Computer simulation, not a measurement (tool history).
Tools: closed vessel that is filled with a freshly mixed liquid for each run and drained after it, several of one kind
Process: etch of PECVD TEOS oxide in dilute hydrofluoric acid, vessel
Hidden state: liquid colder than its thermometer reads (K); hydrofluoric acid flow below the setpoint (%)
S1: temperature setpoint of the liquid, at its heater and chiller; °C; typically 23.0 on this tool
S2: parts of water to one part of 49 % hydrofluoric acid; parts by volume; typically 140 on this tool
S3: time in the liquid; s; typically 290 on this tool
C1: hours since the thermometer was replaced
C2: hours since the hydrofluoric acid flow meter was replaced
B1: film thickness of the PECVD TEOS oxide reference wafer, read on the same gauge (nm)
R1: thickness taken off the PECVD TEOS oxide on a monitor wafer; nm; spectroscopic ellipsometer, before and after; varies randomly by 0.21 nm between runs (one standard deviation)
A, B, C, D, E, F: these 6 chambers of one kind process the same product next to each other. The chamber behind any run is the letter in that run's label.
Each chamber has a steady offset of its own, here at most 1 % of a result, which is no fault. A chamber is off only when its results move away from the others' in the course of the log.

run	day	S1	S2	S3	C1	C2	B1	R1
1D	0.625	23.0	140	290	61.8	373.0	50.020	23.809
2C	0.975	23.0	140	290	480.5	1025.9	49.971	23.416
3B	1.442	23.0	140	290	212.9	1510.5	50.014	23.865
4E	1.846	23.0	140	290	1437.8	510.1	49.971	24.251
5A	2.362	23.0	140	290	2005.5	1185.5	49.971	23.995
6F	2.846	23.0	140	290	1239.8	122.8	49.979	23.921
7F	3.200	23.0	140	290	1248.3	131.3	50.006	23.662
8B	3.650	23.0	140	290	265.9	1563.5	49.999	24.168
9D	4.175	23.0	140	290	147.0	458.2	49.986	23.683
10A	4.575	23.0	140	290	2058.6	1238.6	49.951	24.450
11C	5.079	23.0	140	290	579.0	1124.4	49.990	23.401
12E	5.358	23.0	140	290	1522.1	594.4	49.987	23.856
13C	5.912	23.0	140	290	599.0	1144.4	50.014	23.922
14E	6.329	23.0	140	290	1545.4	617.7	50.028	24.392
15F	6.762	23.0	140	290	1333.8	216.8	50.011	24.198
16D	7.325	23.0	140	290	222.6	533.8	49.999	23.594
17B	7.596	23.0	140	290	360.6	1658.2	49.982	23.830
# day 8.133: chamber E: hydrofluoric acid flow meter replaced
18A	8.142	23.0	140	290	2144.2	1324.2	49.998	23.855
# day 8.458: chamber C: hydrofluoric acid flow meter replaced
19F	8.771	23.0	140	290	1382.0	265.0	49.966	24.025
20E	9.175	23.0	140	290	1613.7	25.0	49.986	23.690
21B	9.529	23.0	140	290	407.0	1704.6	49.962	23.648
22C	9.875	23.0	140	290	694.1	34.1	50.030	23.700
23D	10.367	23.0	140	290	295.6	606.8	49.999	23.638
24A	10.712	23.0	140	290	2205.9	1385.9	49.997	23.193
25D	10.988	23.0	140	290	310.5	621.7	50.029	24.112
26B	11.350	23.0	140	290	450.7	1748.3	49.941	24.095
27E	11.654	23.0	140	290	1673.2	84.5	49.989	24.005
28A	12.258	23.0	140	290	2243.0	1423.0	49.981	22.461
29F	12.733	23.0	140	290	1477.1	360.1	49.956	24.001
30C	13.296	26.5	140	160	776.2	116.2	49.972	14.956
31C	13.879	26.5	140	160	790.2	130.2	49.950	14.988
32B	14.208	26.5	140	160	519.3	1816.9	49.977	14.823
33E	14.600	26.5	140	160	1743.9	155.2	50.009	15.256
34F	14.946	26.5	140	160	1530.2	413.2	49.997	15.189
35D	15.271	26.5	140	160	413.3	724.5	49.968	15.235
36A	15.825	23.0	140	290	2328.6	1508.6	50.032	21.658
37E	16.388	23.0	140	290	1786.8	198.1	50.023	24.009
38F	16.683	23.0	140	290	1571.9	454.9	49.997	23.678
39B	16.983	23.0	140	290	585.9	1883.5	50.001	23.666

Next, all 6 chambers run the settings below, one line each with question marks for the results. What does each chamber give?
40A	17.438	23.0	140	225				?
40B	17.438	23.0	140	225				?
40C	17.438	23.0	140	225				?
40D	17.438	23.0	140	225				?
40E	17.438	23.0	140	225				?
40F	17.438	23.0	140	225				?

run	R1
40A	16.559
40B	18.344
40C	18.192
40D	18.470
40E	18.840
40F	18.106

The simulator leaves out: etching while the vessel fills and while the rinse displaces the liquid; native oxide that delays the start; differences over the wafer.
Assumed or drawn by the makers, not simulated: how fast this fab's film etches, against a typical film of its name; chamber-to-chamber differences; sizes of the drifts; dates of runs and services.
